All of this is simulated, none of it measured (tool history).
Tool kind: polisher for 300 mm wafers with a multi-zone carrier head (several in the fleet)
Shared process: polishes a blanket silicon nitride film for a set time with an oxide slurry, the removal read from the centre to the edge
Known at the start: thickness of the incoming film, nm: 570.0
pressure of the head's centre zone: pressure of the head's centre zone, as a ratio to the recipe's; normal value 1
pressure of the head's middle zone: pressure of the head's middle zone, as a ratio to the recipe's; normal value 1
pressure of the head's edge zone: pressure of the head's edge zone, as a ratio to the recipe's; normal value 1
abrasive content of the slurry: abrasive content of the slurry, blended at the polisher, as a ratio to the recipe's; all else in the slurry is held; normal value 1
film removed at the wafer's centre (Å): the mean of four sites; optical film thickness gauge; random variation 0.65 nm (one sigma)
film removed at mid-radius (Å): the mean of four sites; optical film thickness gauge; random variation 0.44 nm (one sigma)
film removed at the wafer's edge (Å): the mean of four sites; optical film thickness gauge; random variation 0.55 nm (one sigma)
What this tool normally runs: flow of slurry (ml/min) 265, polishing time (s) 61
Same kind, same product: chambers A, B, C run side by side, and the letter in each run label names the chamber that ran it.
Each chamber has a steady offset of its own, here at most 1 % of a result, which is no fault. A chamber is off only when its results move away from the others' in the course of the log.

run     day  flow of slurry (ml/min)  pressure of the head's centre zone  pressure of the head's middle zone  pressure of the head's edge zone  abrasive content of the slurry  polishing time (s)  film removed at the wafer's centre (Å)  film removed at mid-radius (Å)  film removed at the wafer's edge (Å)
      0.271  -- chamber C: worn pad replaced by a new one
 1B   0.346                      265                                   1                                   1                                 1                               1                  61                                  474.17                          464.78                                471.56
      0.458  -- chamber B: worn pad replaced by a new one
 2A   0.808                      265                                   1                                   1                                 1                               1                  61                                  465.47                          469.63                                477.37
      1.117  -- chamber C: centre zone pressure recalibrated
 3C   1.329                      265                                   1                                   1                                 1                               1                  61                                  463.22                          462.24                                465.62
 4C   1.754                      265                                   1                                   1                                 1                               1                  61                                   456.5                          466.08                                470.28
 5A   2.254                      265                                   1                                   1                                 1                               1                  61                                  464.21                          464.09                                 471.3
      2.658  -- chamber C: worn pad replaced by a new one
 6B   2.738                      265                                   1                                   1                                 1                               1                  61                                  477.47                          467.31                                470.96
 7B   3.146                      265                                   1                                   1                                 1                               1                  61                                  461.59                          469.58                                474.43
        3.2  -- chamber B: worn pad replaced by a new one
 8C   3.512                      265                                   1                                   1                                 1                               1                  61                                  459.84                          460.05                                459.25
 9A   4.108                      265                                   1                                   1                                 1                               1                  61                                  450.61                          467.72                                463.11
10B   4.388                      265                                   1                                   1                                 1                               1                  61                                  465.98                          468.18                                465.22
11C    4.95                      265                                   1                                   1                                 1                               1                  61                                  465.11                          465.06                                463.06
      5.338  -- chamber C: worn pad replaced by a new one
12A   5.492                      265                                   1                                   1                                 1                               1                  61                                  453.79                          455.52                                461.07
13C   5.808                      310                                   1                                   1                                 1                               1                  61                                  474.56                          469.36                                469.26
14B   6.133                      310                                   1                                   1                                 1                               1                  61                                  474.55                          469.45                                468.48
      6.383  -- chamber B: worn pad replaced by a new one
15A   6.642                      310                                   1                                   1                                 1                               1                  61                                  453.52                          466.95                                 459.4
16C   7.233                      265                                   1                                   1                                 1                               1                  61                                  458.07                          463.57                                459.98
17B   7.596                      265                                   1                                   1                                 1                               1                  61                                  473.69                          464.57                                466.82
18A   7.921                      265                                   1                                   1                                 1                               1                  61                                  448.63                          447.66                                437.86
19B   8.246                      265                                   1                                   1                                 1                               1                  61                                  472.34                          461.06                                470.71
      8.421  -- chamber C: worn pad replaced by a new one
20C   8.783                      265                                0.94                                   1                                 1                               1                  61                                  439.49                          468.06                                461.08
      9.158  -- chamber B: slurry nozzle cleaned
21A   9.304                      265                                0.94                                   1                                 1                               1                  61                                  403.22                          436.92                                 438.7
      9.425  -- chamber B: worn pad replaced by a new one
22A   9.683                      265                                0.94                                   1                                 1                               1                  61                                  400.06                          433.96                                437.66
23B  10.254                      265                                   1                                   1                                 1                               1                  61                                   468.2                          465.02                                476.32
24C  10.833                      265                                   1                                   1                                 1                               1                  61                                  463.64                          470.51                                 466.3
     11.029  -- chamber C: worn pad replaced by a new one
25C  11.175                      265                                   1                                0.96                                 1                             0.8                  61                                  424.14                          399.84                                416.51
26A  11.554                      265                                   1                                0.96                                 1                             0.8                  61                                  384.68                          378.74                                378.94
27B  12.112                      265                                   1                                0.96                                 1                             0.8                  61                                  423.02                          402.41                                422.88
     12.258  -- chamber B: worn pad replaced by a new one
28C  12.662                      265                                   1                                   1                                 1                               1                  61                                  470.85                          464.54                                461.07
29B   12.95                      265                                   1                                   1                                 1                               1                  61                                  467.85                          467.92                                477.24

Does one chamber stand apart from the rest, does the shared gauge drift, or is all well apart from small per-chamber offsets? Give the chamber and the most likely cause, where there is one.

Chamber A drifts away from the others.
Likeliest cause: removal rate lost through wear of the pad, % = 9.59.

Chamber A could run next with any of the 4 candidate recipes listed below; each alters the usual settings, and their results appear as question marks. Which one brings its results back in line with what the other chambers deliver on the usual settings?
In line here means within this much of the mean the other chambers give on the usual settings: film removed at the wafer's centre (Å) 23; film removed at mid-radius (Å) 15; film removed at the wafer's edge (Å) 19
30A-1  13.412                      270                                1.02                                1.01                                 1                            1.05                  71                                       ?                               ?                                     ?
30A-2  13.412                      270                                1.01                                   1                                 1                            1.05                  66                                       ?                               ?                                     ?
30A-3  13.412                      260                                0.98                                   1                                 1                            0.95                  52                                       ?                               ?                                     ?
30A-4  13.412                      260                                0.99                                   1                                 1                            0.95                  56                                       ?                               ?                                     ?

Mean of the other chambers on the usual settings: film removed at the wafer's centre (Å) 468.39; film removed at mid-radius (Å) 466.65; film removed at the wafer's edge (Å) 465.36
  run  film removed at the wafer's centre (Å)  film removed at mid-radius (Å)  film removed at the wafer's edge (Å)
30A-1                                  507.71                          504.63                                497.86
30A-2                                  466.79                          464.91                                462.87
30A-3                                  338.18                          348.54                                 347.3
30A-4                                  368.34                          375.33                                374.01
The answer is 30A-2, which returns the chamber to within the allowed miss of the others.

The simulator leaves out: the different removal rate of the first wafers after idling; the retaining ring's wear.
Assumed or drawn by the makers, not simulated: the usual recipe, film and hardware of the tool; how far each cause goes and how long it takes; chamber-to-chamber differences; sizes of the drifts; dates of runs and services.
